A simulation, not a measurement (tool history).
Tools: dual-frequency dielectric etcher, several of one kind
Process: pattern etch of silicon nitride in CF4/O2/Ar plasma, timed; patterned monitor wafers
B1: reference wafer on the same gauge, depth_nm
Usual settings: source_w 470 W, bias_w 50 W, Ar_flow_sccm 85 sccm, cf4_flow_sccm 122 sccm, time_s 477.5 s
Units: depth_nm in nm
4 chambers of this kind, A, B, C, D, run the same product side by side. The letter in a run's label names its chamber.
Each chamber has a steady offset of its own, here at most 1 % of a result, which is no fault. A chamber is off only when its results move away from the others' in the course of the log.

{"hour": 1.7, "done": "chamber B: wet clean of the chamber"}
{"run": "1A", "hour": 6.3, "source_w": 470, "bias_w": 50, "Ar_flow_sccm": 85, "cf4_flow_sccm": 122, "time_s": 477.5, "B1": 833.21, "depth_nm": 895.79}
{"run": "2B", "hour": 12.3, "source_w": 470, "bias_w": 50, "Ar_flow_sccm": 85, "cf4_flow_sccm": 122, "time_s": 477.5, "B1": 832, "depth_nm": 909.21}
{"run": "3C", "hour": 19.8, "source_w": 470, "bias_w": 50, "Ar_flow_sccm": 85, "cf4_flow_sccm": 122, "time_s": 477.5, "B1": 831.19, "depth_nm": 875.79}
{"run": "4D", "hour": 27.7, "source_w": 470, "bias_w": 50, "Ar_flow_sccm": 85, "cf4_flow_sccm": 122, "time_s": 477.5, "B1": 832.21, "depth_nm": 885.19}
{"run": "5A", "hour": 31.9, "source_w": 470, "bias_w": 50, "Ar_flow_sccm": 99, "cf4_flow_sccm": 122, "time_s": 477.5, "B1": 832.39, "depth_nm": 873.12}
{"run": "6D", "hour": 36.5, "source_w": 470, "bias_w": 50, "Ar_flow_sccm": 99, "cf4_flow_sccm": 122, "time_s": 477.5, "B1": 832.53, "depth_nm": 869.09}
{"run": "7B", "hour": 44.0, "source_w": 470, "bias_w": 50, "Ar_flow_sccm": 99, "cf4_flow_sccm": 122, "time_s": 477.5, "B1": 831.13, "depth_nm": 881.96}
{"run": "8C", "hour": 51.4, "source_w": 470, "bias_w": 50, "Ar_flow_sccm": 99, "cf4_flow_sccm": 122, "time_s": 477.5, "B1": 832.64, "depth_nm": 864.76}
{"run": "9A", "hour": 55.7, "source_w": 470, "bias_w": 50, "Ar_flow_sccm": 85, "cf4_flow_sccm": 122, "time_s": 477.5, "B1": 831.82, "depth_nm": 889.05}
{"run": "10C", "hour": 60.1, "source_w": 470, "bias_w": 50, "Ar_flow_sccm": 85, "cf4_flow_sccm": 122, "time_s": 477.5, "B1": 833.02, "depth_nm": 886.02}
{"run": "11B", "hour": 66.3, "source_w": 470, "bias_w": 50, "Ar_flow_sccm": 85, "cf4_flow_sccm": 122, "time_s": 477.5, "B1": 832.69, "depth_nm": 902}
{"run": "12D", "hour": 73.3, "source_w": 470, "bias_w": 50, "Ar_flow_sccm": 85, "cf4_flow_sccm": 122, "time_s": 477.5, "B1": 831.71, "depth_nm": 887.62}
{"run": "13C", "hour": 80.7, "source_w": 470, "bias_w": 50, "Ar_flow_sccm": 85, "cf4_flow_sccm": 122, "time_s": 477.5, "B1": 832.04, "depth_nm": 889.69}
{"run": "14B", "hour": 86.3, "source_w": 470, "bias_w": 50, "Ar_flow_sccm": 85, "cf4_flow_sccm": 122, "time_s": 477.5, "B1": 832.43, "depth_nm": 896.99}
{"run": "15A", "hour": 91.9, "source_w": 470, "bias_w": 50, "Ar_flow_sccm": 85, "cf4_flow_sccm": 122, "time_s": 477.5, "B1": 832.35, "depth_nm": 890.42}
{"run": "16D", "hour": 97.5, "source_w": 470, "bias_w": 50, "Ar_flow_sccm": 85, "cf4_flow_sccm": 122, "time_s": 477.5, "B1": 831.5, "depth_nm": 890.89}
{"hour": 100.9, "done": "chamber A: wet clean of the chamber"}
{"run": "17B", "hour": 102.5, "source_w": 470, "bias_w": 50, "Ar_flow_sccm": 85, "cf4_flow_sccm": 122, "time_s": 477.5, "B1": 832.44, "depth_nm": 902.74}
{"run": "18A", "hour": 108.9, "source_w": 470, "bias_w": 50, "Ar_flow_sccm": 85, "cf4_flow_sccm": 122, "time_s": 477.5, "B1": 831.8, "depth_nm": 895.06}
{"run": "19D", "hour": 114.7, "source_w": 470, "bias_w": 50, "Ar_flow_sccm": 85, "cf4_flow_sccm": 122, "time_s": 477.5, "B1": 832.29, "depth_nm": 888.04}
{"run": "20C", "hour": 122.6, "source_w": 470, "bias_w": 50, "Ar_flow_sccm": 85, "cf4_flow_sccm": 122, "time_s": 477.5, "B1": 832.24, "depth_nm": 887.82}
{"run": "21C", "hour": 126.5, "source_w": 470, "bias_w": 50, "Ar_flow_sccm": 85, "cf4_flow_sccm": 122, "time_s": 477.5, "B1": 832.94, "depth_nm": 885.01}
{"run": "22A", "hour": 130.1, "source_w": 470, "bias_w": 50, "Ar_flow_sccm": 85, "cf4_flow_sccm": 122, "time_s": 477.5, "B1": 832.18, "depth_nm": 896.36}
{"run": "23B", "hour": 138.3, "source_w": 470, "bias_w": 50, "Ar_flow_sccm": 85, "cf4_flow_sccm": 122, "time_s": 477.5, "B1": 832.16, "depth_nm": 890.89}
{"run": "24D", "hour": 141.9, "source_w": 470, "bias_w": 50, "Ar_flow_sccm": 85, "cf4_flow_sccm": 122, "time_s": 477.5, "B1": 832.42, "depth_nm": 895.59}
{"run": "25D", "hour": 146.8, "source_w": 470, "bias_w": 50, "Ar_flow_sccm": 85, "cf4_flow_sccm": 122, "time_s": 477.5, "B1": 831.79, "depth_nm": 891.38}
{"run": "26B", "hour": 150.3, "source_w": 470, "bias_w": 50, "Ar_flow_sccm": 85, "cf4_flow_sccm": 122, "time_s": 477.5, "B1": 832.08, "depth_nm": 907.52}
{"run": "27A", "hour": 155.5, "source_w": 470, "bias_w": 50, "Ar_flow_sccm": 85, "cf4_flow_sccm": 122, "time_s": 477.5, "B1": 832.33, "depth_nm": 896.49}
{"run": "28C", "hour": 161.1, "source_w": 470, "bias_w": 50, "Ar_flow_sccm": 85, "cf4_flow_sccm": 122, "time_s": 477.5, "B1": 831.71, "depth_nm": 885.97}
{"run": "29B", "hour": 166.6, "source_w": 470, "bias_w": 50, "Ar_flow_sccm": 85, "cf4_flow_sccm": 122, "time_s": 477.5, "B1": 832.25, "depth_nm": 898.51}
{"run": "30A", "hour": 170.6, "source_w": 470, "bias_w": 43, "Ar_flow_sccm": 85, "cf4_flow_sccm": 122, "time_s": 354.5, "B1": 832.29, "depth_nm": 631.41}
{"run": "31C", "hour": 174.9, "source_w": 470, "bias_w": 43, "Ar_flow_sccm": 85, "cf4_flow_sccm": 122, "time_s": 354.5, "B1": 832.32, "depth_nm": 621.45}
{"run": "32D", "hour": 178.7, "source_w": 470, "bias_w": 43, "Ar_flow_sccm": 85, "cf4_flow_sccm": 122, "time_s": 354.5, "B1": 831.08, "depth_nm": 627.33}
{"run": "33C", "hour": 185.6, "source_w": 470, "bias_w": 43, "Ar_flow_sccm": 85, "cf4_flow_sccm": 122, "time_s": 354.5, "B1": 832.73, "depth_nm": 623.81}
{"run": "34B", "hour": 193.2, "source_w": 470, "bias_w": 50, "Ar_flow_sccm": 85, "cf4_flow_sccm": 122, "time_s": 477.5, "B1": 832.89, "depth_nm": 904.29}
{"run": "35A", "hour": 197.4, "source_w": 470, "bias_w": 50, "Ar_flow_sccm": 85, "cf4_flow_sccm": 122, "time_s": 477.5, "B1": 831.74, "depth_nm": 885.46}
{"run": "36D", "hour": 203.5, "source_w": 470, "bias_w": 50, "Ar_flow_sccm": 85, "cf4_flow_sccm": 140, "time_s": 477.5, "B1": 833.47, "depth_nm": 901.7}
{"run": "37C", "hour": 207.9, "source_w": 470, "bias_w": 50, "Ar_flow_sccm": 85, "cf4_flow_sccm": 140, "time_s": 477.5, "B1": 832.48, "depth_nm": 905.49}
{"run": "38B", "hour": 212.4, "source_w": 470, "bias_w": 50, "Ar_flow_sccm": 85, "cf4_flow_sccm": 140, "time_s": 477.5, "B1": 831.42, "depth_nm": 910.54}
{"hour": 216.5, "done": "chamber B: bias power generator calibrated"}
{"run": "39D", "hour": 216.6, "source_w": 470, "bias_w": 50, "Ar_flow_sccm": 85, "cf4_flow_sccm": 140, "time_s": 477.5, "B1": 831.82, "depth_nm": 894.02}
{"run": "40A", "hour": 222.5, "source_w": 470, "bias_w": 50, "Ar_flow_sccm": 85, "cf4_flow_sccm": 122, "time_s": 477.5, "B1": 831.67, "depth_nm": 889.74}
{"run": "41D", "hour": 230.4, "source_w": 470, "bias_w": 50, "Ar_flow_sccm": 85, "cf4_flow_sccm": 122, "time_s": 477.5, "B1": 832.07, "depth_nm": 897.04}
{"run": "42B", "hour": 235.2, "source_w": 470, "bias_w": 50, "Ar_flow_sccm": 85, "cf4_flow_sccm": 122, "time_s": 477.5, "B1": 831.78, "depth_nm": 901.47}
{"run": "43A", "hour": 243.0, "source_w": 470, "bias_w": 50, "Ar_flow_sccm": 85, "cf4_flow_sccm": 122, "time_s": 477.5, "B1": 831.8, "depth_nm": 895.84}

Next, every chamber runs the same settings. What will each give?
{"run": "44A", "hour": 248.9, "source_w": 470, "bias_w": 50, "Ar_flow_sccm": 85, "cf4_flow_sccm": 122, "time_s": 355, "depth_nm": "?"}
{"run": "44B", "hour": 248.9, "source_w": 470, "bias_w": 50, "Ar_flow_sccm": 85, "cf4_flow_sccm": 122, "time_s": 355, "depth_nm": "?"}
{"run": "44C", "hour": 248.9, "source_w": 470, "bias_w": 50, "Ar_flow_sccm": 85, "cf4_flow_sccm": 122, "time_s": 355, "depth_nm": "?"}
{"run": "44D", "hour": 248.9, "source_w": 470, "bias_w": 50, "Ar_flow_sccm": 85, "cf4_flow_sccm": 122, "time_s": 355, "depth_nm": "?"}

run=44A depth_nm=662.39
run=44B depth_nm=666
run=44C depth_nm=660.04
run=44D depth_nm=661
